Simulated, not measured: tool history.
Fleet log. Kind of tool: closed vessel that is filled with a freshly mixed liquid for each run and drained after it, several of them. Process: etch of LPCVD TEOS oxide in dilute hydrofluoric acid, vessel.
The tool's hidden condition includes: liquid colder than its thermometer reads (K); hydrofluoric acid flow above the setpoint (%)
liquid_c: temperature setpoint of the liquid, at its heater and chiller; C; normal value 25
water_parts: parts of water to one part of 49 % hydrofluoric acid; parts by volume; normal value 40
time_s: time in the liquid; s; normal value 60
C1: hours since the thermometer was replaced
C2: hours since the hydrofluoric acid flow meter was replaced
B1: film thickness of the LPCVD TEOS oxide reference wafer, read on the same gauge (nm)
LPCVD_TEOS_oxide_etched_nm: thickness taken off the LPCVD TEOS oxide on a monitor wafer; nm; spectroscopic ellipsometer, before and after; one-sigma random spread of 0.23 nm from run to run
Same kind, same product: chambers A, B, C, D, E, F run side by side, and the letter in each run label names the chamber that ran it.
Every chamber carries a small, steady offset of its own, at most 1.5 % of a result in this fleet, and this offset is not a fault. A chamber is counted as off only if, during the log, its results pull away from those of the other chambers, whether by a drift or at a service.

Run 1B, hour 5.1: usual settings; C1 1599.8; C2 362.5; B1 120. Result: LPCVD_TEOS_oxide_etched_nm 28.48 nm.
Run 2F, hour 10: usual settings; C1 642.6; C2 592.5; B1 120. Result: LPCVD_TEOS_oxide_etched_nm 28.358 nm.
Run 3D, hour 13.6: usual settings; C1 598.1; C2 895.3; B1 119.99. Result: LPCVD_TEOS_oxide_etched_nm 28.653 nm.
Run 4E, hour 17.9: usual settings; C1 987.1; C2 583.1; B1 120.02. Result: LPCVD_TEOS_oxide_etched_nm 29.15 nm.
Run 5A, hour 24.1: usual settings; C1 1558.2; C2 567.8; B1 120.01. Result: LPCVD_TEOS_oxide_etched_nm 28.948 nm.
Run 6C, hour 28.7: usual settings; C1 1131.3; C2 118.8; B1 119.99. Result: LPCVD_TEOS_oxide_etched_nm 28.366 nm.
Run 7E, hour 34.2: usual settings but liquid_c 26.5 C, time_s 75 s; C1 1003.4; C2 599.4; B1 120. Result: LPCVD_TEOS_oxide_etched_nm 38.598 nm.
Run 8C, hour 39.6: usual settings but liquid_c 26.5 C, time_s 75 s; C1 1142.2; C2 129.7; B1 120.01. Result: LPCVD_TEOS_oxide_etched_nm 38.039 nm.
Run 9A, hour 43.9: usual settings but liquid_c 26.5 C, time_s 75 s; C1 1578; C2 587.6; B1 119.98. Result: LPCVD_TEOS_oxide_etched_nm 37.292 nm.
Run 10F, hour 48.5: usual settings but liquid_c 26.5 C, time_s 75 s; C1 681.1; C2 631; B1 120.02. Result: LPCVD_TEOS_oxide_etched_nm 38.065 nm.
Run 11D, hour 53.6: usual settings but liquid_c 26.5 C, time_s 75 s; C1 638.1; C2 935.3; B1 120. Result: LPCVD_TEOS_oxide_etched_nm 37.731 nm.
Run 12B, hour 56.9: usual settings but liquid_c 26.5 C, time_s 75 s; C1 1651.6; C2 414.3; B1 120.01. Result: LPCVD_TEOS_oxide_etched_nm 37.203 nm.
Run 13C, hour 60.6: usual settings; C1 1163.2; C2 150.7; B1 119.99. Result: LPCVD_TEOS_oxide_etched_nm 28.997 nm.
Run 14D, hour 67.7: usual settings; C1 652.2; C2 949.4; B1 119.99. Result: LPCVD_TEOS_oxide_etched_nm 28.466 nm.
Run 15A, hour 71.1: usual settings; C1 1605.2; C2 614.8; B1 119.98. Result: LPCVD_TEOS_oxide_etched_nm 28.326 nm.
Run 16E, hour 76.4: usual settings; C1 1045.6; C2 641.6; B1 119.98. Result: LPCVD_TEOS_oxide_etched_nm 29.144 nm.
Run 17F, hour 83.5: usual settings; C1 716.1; C2 666; B1 119.99. Result: LPCVD_TEOS_oxide_etched_nm 28.314 nm.
Run 18B, hour 87.9: usual settings; C1 1682.6; C2 445.3; B1 120.03. Result: LPCVD_TEOS_oxide_etched_nm 28.561 nm.
At hour 91.7: chamber A: thermometer replaced.
Run 19D, hour 94.9: usual settings; C1 679.4; C2 976.6; B1 120. Result: LPCVD_TEOS_oxide_etched_nm 28.626 nm.
Run 20B, hour 98.8: usual settings; C1 1693.5; C2 456.2; B1 120. Result: LPCVD_TEOS_oxide_etched_nm 27.77 nm.
Run 21C, hour 102.9: usual settings but water_parts 30 parts by volume; C1 1205.5; C2 193; B1 119.98. Result: LPCVD_TEOS_oxide_etched_nm 40.473 nm.
Run 22F, hour 108: usual settings but water_parts 30 parts by volume; C1 740.6; C2 690.5; B1 120.01. Result: LPCVD_TEOS_oxide_etched_nm 38.521 nm.
Run 23E, hour 114.8: usual settings but water_parts 30 parts by volume; C1 1084; C2 680; B1 119.99. Result: LPCVD_TEOS_oxide_etched_nm 38.68 nm.
Run 24A, hour 119.6: usual settings but water_parts 30 parts by volume; C1 28; C2 663.3; B1 119.99. Result: LPCVD_TEOS_oxide_etched_nm 38.487 nm.
Run 25E, hour 123.6: usual settings but water_parts 30 parts by volume; C1 1092.8; C2 688.8; B1 120.01. Result: LPCVD_TEOS_oxide_etched_nm 38.971 nm.
Run 26B, hour 127.1: usual settings but water_parts 30 parts by volume; C1 1721.8; C2 484.5; B1 120.01. Result: LPCVD_TEOS_oxide_etched_nm 38.529 nm.
Run 27F, hour 130.7: usual settings; C1 763.3; C2 713.2; B1 119.99. Result: LPCVD_TEOS_oxide_etched_nm 28.4 nm.
Run 28A, hour 135.4: usual settings; C1 43.8; C2 679.1; B1 120. Result: LPCVD_TEOS_oxide_etched_nm 28.648 nm.
Run 29C, hour 139.3: usual settings; C1 1241.9; C2 229.4; B1 119.98. Result: LPCVD_TEOS_oxide_etched_nm 30.433 nm.
Run 30D, hour 144.6: usual settings; C1 729.1; C2 1026.3; B1 120.02. Result: LPCVD_TEOS_oxide_etched_nm 28.009 nm.
Run 31A, hour 148.9: usual settings; C1 57.3; C2 692.6; B1 120. Result: LPCVD_TEOS_oxide_etched_nm 28.409 nm.
Run 32C, hour 152.9: usual settings; C1 1255.5; C2 243; B1 119.99. Result: LPCVD_TEOS_oxide_etched_nm 30.732 nm.
Run 33D, hour 157.7: usual settings; C1 742.2; C2 1039.4; B1 120. Result: LPCVD_TEOS_oxide_etched_nm 28.479 nm.
Run 34B, hour 164.3: usual settings; C1 1759; C2 521.7; B1 120. Result: LPCVD_TEOS_oxide_etched_nm 28.251 nm.
Run 35F, hour 169.1: usual settings; C1 801.7; C2 751.6; B1 120.01. Result: LPCVD_TEOS_oxide_etched_nm 28.969 nm.
Run 36E, hour 175.1: usual settings; C1 1144.3; C2 740.3; B1 120.01. Result: LPCVD_TEOS_oxide_etched_nm 28.587 nm.

Next, every chamber runs the same settings. What will each give?
Run 37A, hour 180.3: usual settings but liquid_c 29 C. Result: LPCVD_TEOS_oxide_etched_nm ?.
Run 37B, hour 180.3: usual settings but liquid_c 29 C. Result: LPCVD_TEOS_oxide_etched_nm ?.
Run 37C, hour 180.3: usual settings but liquid_c 29 C. Result: LPCVD_TEOS_oxide_etched_nm ?.
Run 37D, hour 180.3: usual settings but liquid_c 29 C. Result: LPCVD_TEOS_oxide_etched_nm ?.
Run 37E, hour 180.3: usual settings but liquid_c 29 C. Result: LPCVD_TEOS_oxide_etched_nm ?.
Run 37F, hour 180.3: usual settings but liquid_c 29 C. Result: LPCVD_TEOS_oxide_etched_nm ?.

run  LPCVD_TEOS_oxide_etched_nm
37A                      33.872
37B                      33.383
37C                      36.595
37D                      33.718
37E                      33.688
37F                      33.983
